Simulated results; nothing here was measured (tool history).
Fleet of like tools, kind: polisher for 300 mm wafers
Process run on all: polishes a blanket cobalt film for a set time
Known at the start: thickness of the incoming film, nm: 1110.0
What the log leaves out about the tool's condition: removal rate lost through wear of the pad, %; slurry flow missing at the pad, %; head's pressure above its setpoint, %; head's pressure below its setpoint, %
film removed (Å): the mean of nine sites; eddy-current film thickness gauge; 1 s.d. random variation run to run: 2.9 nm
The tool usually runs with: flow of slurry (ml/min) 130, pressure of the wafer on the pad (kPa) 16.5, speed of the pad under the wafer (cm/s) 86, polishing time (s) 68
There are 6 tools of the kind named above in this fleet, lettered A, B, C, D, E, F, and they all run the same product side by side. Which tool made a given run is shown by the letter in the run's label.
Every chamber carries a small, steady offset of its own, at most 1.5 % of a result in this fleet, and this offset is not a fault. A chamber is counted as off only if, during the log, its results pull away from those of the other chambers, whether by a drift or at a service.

run	hour	flow of slurry (ml/min)	pressure of the wafer on the pad (kPa)	speed of the pad under the wafer (cm/s)	polishing time (s)	wafers polished on this pad	hours since the slurry nozzle was cleaned	hours since the head pressure was calibrated	film removed (Å)
1A	5.0	130	16.5	86	68	1033	312.2	137.1	2902.8
# hour 6.1: chamber C: worn pad replaced by a new one
# hour 8.5: chamber F: worn pad replaced by a new one
2F	10.8	130	16.5	86	68	19	121.2	1021.6	2944.6
3B	16.2	130	16.5	86	68	990	216.6	761.5	2949.4
# hour 17.6: chamber D: worn pad replaced by a new one
4D	26.7	130	16.5	86	68	75	38.0	134.1	2956.6
# hour 30.9: chamber E: worn pad replaced by a new one
5E	33.1	130	16.5	86	68	18	66.4	443.7	2908.6
# hour 37.5: chamber B: worn pad replaced by a new one
6C	38.6	130	16.5	86	68	267	122.6	369.0	2916.9
7E	45.5	130	16.5	86	68	120	78.8	456.1	2883.0
8C	54.4	130	16.5	86	68	397	138.4	384.8	2951.8
9D	62.9	95	16.5	86	68	372	74.2	170.3	2736.8
10B	68.4	95	16.5	86	68	254	268.8	813.7	2684.0
# hour 70.5: chamber A: worn pad replaced by a new one
11F	78.9	95	16.5	86	68	579	189.3	1089.7	2769.2
12A	88.4	95	16.5	86	68	147	395.6	220.5	2735.1
13D	94.6	95	16.5	86	68	633	105.9	202.0	2764.9
# hour 100.5: chamber D: worn pad replaced by a new one
14E	104.3	95	16.5	86	68	604	137.6	514.9	2713.7
15C	113.9	130	16.5	86	68	886	197.9	444.3	2987.2
# hour 118.3: chamber F: slurry nozzle cleaned
16A	122.8	130	16.5	86	68	430	430.0	254.9	2982.8
# hour 123.7: chamber F: worn pad replaced by a new one
# hour 124.7: chamber C: worn pad replaced by a new one
# hour 124.7: chamber A: head pressure recalibrated
# hour 127.7: chamber C: head pressure recalibrated
17B	132.8	130	16.5	86	68	784	333.2	878.1	2927.0
18F	142.6	155	16.5	86	68	155	24.4	1153.4	3033.0
19F	151.1	155	16.5	86	68	225	32.9	1161.9	3074.3
# hour 152.2: chamber B: slurry nozzle cleaned
20C	159.4	155	16.5	86	68	285	243.4	31.7	3069.9
# hour 165.0: chamber B: worn pad replaced by a new one
21E	169.1	155	16.5	86	68	1137	202.4	579.7	2991.2
# hour 170.3: chamber F: head pressure recalibrated
# hour 173.6: chamber A: slurry nozzle cleaned
22D	177.8	155	16.5	86	68	636	189.1	285.2	3010.4
23B	188.5	155	16.5	86	68	193	36.4	933.8	3025.5
24A	197.9	95	16.5	86	68	1048	24.3	73.3	2731.4
# hour 201.4: chamber E: worn pad replaced by a new one
25F	202.9	95	16.5	86	68	651	84.7	32.6	2762.6
# hour 204.2: chamber D: worn pad replaced by a new one
26B	213.1	95	16.5	86	68	396	61.0	958.4	2734.9
# hour 219.2: chamber C: worn pad replaced by a new one
27D	222.4	95	16.5	86	68	150	233.7	329.8	2690.2
# hour 223.3: chamber F: worn pad replaced by a new one
28A	231.9	95	16.5	86	68	1327	58.3	107.3	2731.9
29E	238.1	95	16.5	86	68	301	271.4	648.7	2634.2
# hour 244.2: chamber B: head pressure recalibrated
30C	245.7	130	16.5	86	68	218	329.7	118.0	3012.6
31C	250.8	130	16.5	86	68	260	334.8	123.1	3005.5
32B	257.0	130	16.5	86	68	757	104.9	12.8	2914.1
# hour 260.9: chamber A: worn pad replaced by a new one
33A	265.7	130	16.5	86	68	39	92.1	141.1	2898.6
34D	272.4	130	16.5	86	68	561	283.7	379.8	2993.2
# hour 274.0: chamber D: slurry nozzle cleaned
# hour 278.8: chamber E: slurry nozzle cleaned
35E	282.7	130	16.5	86	68	668	3.9	693.3	2904.6
# hour 290.2: chamber D: worn pad replaced by a new one
36F	293.1	130	16.5	86	68	574	174.9	122.8	2942.0
# hour 295.7: chamber B: worn pad replaced by a new one
37A	303.2	130	16.5	86	68	347	129.6	178.6	2953.2
# hour 303.6: chamber D: head pressure recalibrated
38E	308.2	130	16.5	86	68	878	29.4	718.8	2905.9
39F	315.4	130	16.5	86	68	757	197.2	145.1	2952.5
40B	321.6	130	16.5	86	68	213	169.5	77.4	2955.7
# hour 323.3: chamber C: worn pad replaced by a new one
41D	329.7	130	16.5	86	68	325	55.8	26.1	2922.4
42C	340.6	130	16.5	86	68	142	424.6	212.9	2955.4

Has any chamber moved away from the others, gradually or after a service, or does the common gauge drift, or do the chambers differ only by their own small steady offsets? State the chamber and the most likely cause if one applies.

Beyond each chamber's small constant offset nothing stands out, and the gauge stays steady.
